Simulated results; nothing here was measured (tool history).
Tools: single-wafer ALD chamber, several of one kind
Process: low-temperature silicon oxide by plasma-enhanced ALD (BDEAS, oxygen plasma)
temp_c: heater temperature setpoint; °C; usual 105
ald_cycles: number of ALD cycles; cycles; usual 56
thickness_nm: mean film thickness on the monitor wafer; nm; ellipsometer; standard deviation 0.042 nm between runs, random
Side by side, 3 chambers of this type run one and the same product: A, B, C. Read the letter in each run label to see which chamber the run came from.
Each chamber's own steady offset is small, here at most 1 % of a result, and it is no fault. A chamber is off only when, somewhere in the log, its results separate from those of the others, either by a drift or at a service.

| run | day | temp_c | ald_cycles | read-back reference wafer on the same gauge, thickness_nm | thickness_nm |
|---|---|---|---|---|---|
| 1B | 0.271 | 105 | 56 | 7.3345 | 7.9846 |
| 2A | 0.617 | 105 | 56 | 7.3299 | 7.9006 |
| 3C | 0.862 | 105 | 56 | 7.3325 | 7.991 |
| 4C | 1.054 | 105 | 56 | 7.3318 | 7.9669 |
| 5B | 1.308 | 105 | 56 | 7.3239 | 7.961 |
| 6A | 1.479 | 111 | 60 | 7.3388 | 8.5046 |
| 7C | 1.762 | 111 | 60 | 7.33 | 8.5086 |
| 8A | 2.029 | 111 | 60 | 7.3267 | 8.4398 |
| 9B | 2.304 | 93 | 56 | 7.3363 | 8.3394 |
| 10A | 2.679 | 93 | 56 | 7.3226 | 8.1718 |
| 11C | 2.879 | 93 | 56 | 7.3271 | 8.3077 |
| 12B | 3.108 | 105 | 56 | 7.337 | 7.9722 |
| 13B | 3.488 | 97 | 60 | 7.3264 | 8.7353 |
| 14A | 3.667 | 97 | 60 | 7.3274 | 8.6742 |
| 15C | 3.967 | 97 | 60 | 7.3339 | 8.6895 |
| 16A | 4.254 | 105 | 56 | 7.324 | 7.8956 |
| 17B | 4.55 | 105 | 56 | 7.3297 | 7.9514 |
| 18C | 4.862 | 105 | 56 | 7.3326 | 7.9533 |
| 19C | 5.208 | 112 | 61 | 7.3376 | 8.586 |
| 20B | 5.471 | 112 | 61 | 7.3304 | 8.6233 |
| 21A | 5.833 | 112 | 61 | 7.3329 | 8.5639 |
| 22B | 6.108 | 105 | 56 | 7.3369 | 7.9925 |
| 23A | 6.308 | 105 | 56 | 7.3355 | 7.8534 |
| 24C | 6.675 | 94 | 56 | 7.3265 | 8.1853 |
| 25C | 6.879 | 94 | 56 | 7.323 | 8.2159 |
| 26A | 7.067 | 94 | 56 | 7.3316 | 8.1323 |
| 27B | 7.271 | 105 | 56 | 7.3338 | 7.9685 |
| 28A | 7.617 | 105 | 56 | 7.3334 | 7.9235 |
| 29B | 7.938 | 105 | 56 | 7.3436 | 8.1069 |
| 30C | 8.138 | 105 | 56 | 7.3331 | 8.0143 |
| 31C | 8.325 | 105 | 56 | 7.3362 | 7.9485 |
| 32B | 8.529 | 105 | 56 | 7.3385 | 7.9401 |
| 33A | 8.758 | 114 | 56 | 7.3279 | 7.8158 |
| 34B | 8.954 | 114 | 56 | 7.3285 | 7.8406 |
| 35A | 9.183 | 114 | 56 | 7.3293 | 7.7882 |
| 36C | 9.546 | 105 | 56 | 7.3311 | 7.998 |
| 37C | 9.833 | 105 | 56 | 7.334 | 8.0113 |
|  | 10.121 | chamber A: thermocouple changed; heater temperature recalibrated |
| 38B | 10.204 | 105 | 56 | 7.3226 | 8.0322 |
| 39A | 10.492 | 105 | 56 | 7.325 | 7.9514 |
| 40A | 10.808 | 105 | 56 | 7.3228 | 7.9925 |
| 41B | 11.133 | 92 | 64 | 7.3371 | 9.4859 |

Next, every chamber runs the same settings. What will each give?
| 42A | 11.412 | 105 | 67 |  | ? |
| 42B | 11.412 | 105 | 67 |  | ? |
| 42C | 11.412 | 105 | 67 |  | ? |

| run | thickness_nm |
|---|---|
| 42A | 9.4128 |
| 42B | 9.6267 |
| 42C | 9.5402 |
